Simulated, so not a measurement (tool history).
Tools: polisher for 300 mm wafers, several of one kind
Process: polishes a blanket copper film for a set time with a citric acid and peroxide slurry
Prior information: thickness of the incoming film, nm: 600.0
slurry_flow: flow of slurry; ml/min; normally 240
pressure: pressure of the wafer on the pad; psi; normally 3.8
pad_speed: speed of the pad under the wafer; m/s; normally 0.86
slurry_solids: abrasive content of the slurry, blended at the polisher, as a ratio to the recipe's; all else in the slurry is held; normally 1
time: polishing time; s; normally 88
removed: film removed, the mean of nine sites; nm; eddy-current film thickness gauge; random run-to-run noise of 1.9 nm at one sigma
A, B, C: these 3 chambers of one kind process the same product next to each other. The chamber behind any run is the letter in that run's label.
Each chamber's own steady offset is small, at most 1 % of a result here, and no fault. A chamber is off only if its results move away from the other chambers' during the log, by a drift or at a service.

run	hour	slurry_flow	pressure	pad_speed	slurry_solids	time	wafers polished on this pad	hours since the slurry nozzle was cleaned	hours since the head pressure was calibrated	hours since the slurry blender was calibrated	removed
# hour 1.8: chamber B: worn pad replaced by a new one
1B	7.6	240	3.8	0.86	1	88	54	132.7	252.0	163.8	185.83
2A	19.0	240	3.8	0.86	1	88	304	266.1	40.4	351.4	183.81
# hour 26.2: chamber C: slurry blender recalibrated
3C	26.6	240	3.8	0.86	1	88	274	208.4	531.2	0.5	183.76
4B	40.0	240	3.8	0.86	1	88	355	165.1	284.4	196.2	183.69
5C	53.5	240	3.8	0.86	1	88	524	235.3	558.1	27.4	180.52
6A	65.4	305	5.0	0.86	1	88	735	312.5	86.8	397.8	243.30
# hour 65.6: chamber C: slurry nozzle cleaned
# hour 72.2: chamber B: worn pad replaced by a new one
7A	72.7	305	5.0	0.86	1	88	803	319.8	94.1	405.1	245.16
8C	83.2	305	5.0	0.86	1	88	801	17.6	587.8	57.1	249.06
9B	95.8	240	3.8	0.86	1	88	219	220.9	340.2	252.0	183.45
10C	103.9	240	3.8	0.86	1	88	993	38.3	608.5	77.8	181.66
# hour 110.3: chamber A: slurry blender recalibrated
11B	112.3	240	3.8	0.86	1	88	372	237.4	356.7	268.5	183.87
12A	123.8	240	3.8	1.06	1	88	1278	370.9	145.2	13.6	227.43
# hour 124.0: chamber A: worn pad replaced by a new one
# hour 127.8: chamber B: slurry blender recalibrated
13A	132.3	240	3.8	1.06	1	88	77	379.4	153.7	22.1	223.86
# hour 135.5: chamber C: worn pad replaced by a new one
# hour 138.1: chamber B: worn pad replaced by a new one
14C	145.3	240	3.8	1.06	1	88	91	79.7	649.9	119.2	221.05
15B	155.6	240	3.8	0.86	1	88	162	280.7	400.0	27.8	183.25
16B	165.0	240	3.8	0.86	1	88	250	290.1	409.4	37.2	182.56
17C	177.9	240	3.0	0.68	1	88	394	112.3	682.5	151.8	116.95
18A	185.4	240	3.0	0.68	1	88	571	432.5	206.8	75.2	116.65
19B	194.8	240	3.0	0.68	1	88	527	319.9	439.2	67.0	115.52
# hour 205.2: chamber B: worn pad replaced by a new one
20C	207.3	240	3.8	0.86	1	88	668	141.7	711.9	181.2	181.13
21A	214.5	240	3.8	0.86	1	88	841	461.6	235.9	104.3	184.28
22C	222.0	240	3.8	0.86	1	88	804	156.4	726.6	195.9	185.79
23A	232.3	240	3.8	0.86	1	88	1007	479.4	253.7	122.1	185.98
24B	243.9	240	3.8	0.86	1	88	360	369.0	488.3	116.1	183.19
# hour 252.9: chamber C: head pressure recalibrated
25B	253.5	240	3.8	0.86	1	88	449	378.6	497.9	125.7	180.67
# hour 261.6: chamber A: worn pad replaced by a new one
26C	264.8	240	3.8	0.86	1	88	1202	199.2	12.0	238.7	181.79
# hour 265.1: chamber C: slurry nozzle cleaned
# hour 275.8: chamber C: worn pad replaced by a new one
27A	276.8	310	4.8	0.86	1	88	141	523.9	298.2	166.6	233.44
# hour 280.7: chamber B: worn pad replaced by a new one
28C	285.0	310	4.8	0.86	1	88	86	20.0	32.2	258.9	237.96
29A	290.9	310	4.8	0.86	1	88	272	538.0	312.3	180.7	234.39
30B	297.3	240	3.8	0.86	1	88	155	422.4	541.7	169.5	182.98
31A	305.0	240	3.8	0.86	1	88	403	552.1	326.4	194.8	179.66
32C	314.2	240	3.8	0.86	1	88	357	49.2	61.4	288.1	184.57
33B	327.5	240	3.8	0.86	1	88	435	452.6	571.9	199.7	180.99
34A	337.0	240	3.8	0.86	1	88	701	584.1	358.4	226.8	185.06
35C	346.5	240	3.8	0.86	1	88	658	81.5	93.7	320.4	184.60
36B	355.3	240	3.8	0.86	1	88	694	480.4	599.7	227.5	183.53

The same settings go to every chamber for the next run, one line per chamber below. Forecast the results for each:
37A	365.0	240	3.8	0.86	1	88					?
37B	365.0	240	3.8	0.86	1	88					?
37C	365.0	240	3.8	0.86	1	88					?

run	removed
37A	182.56
37B	186.76
37C	184.65
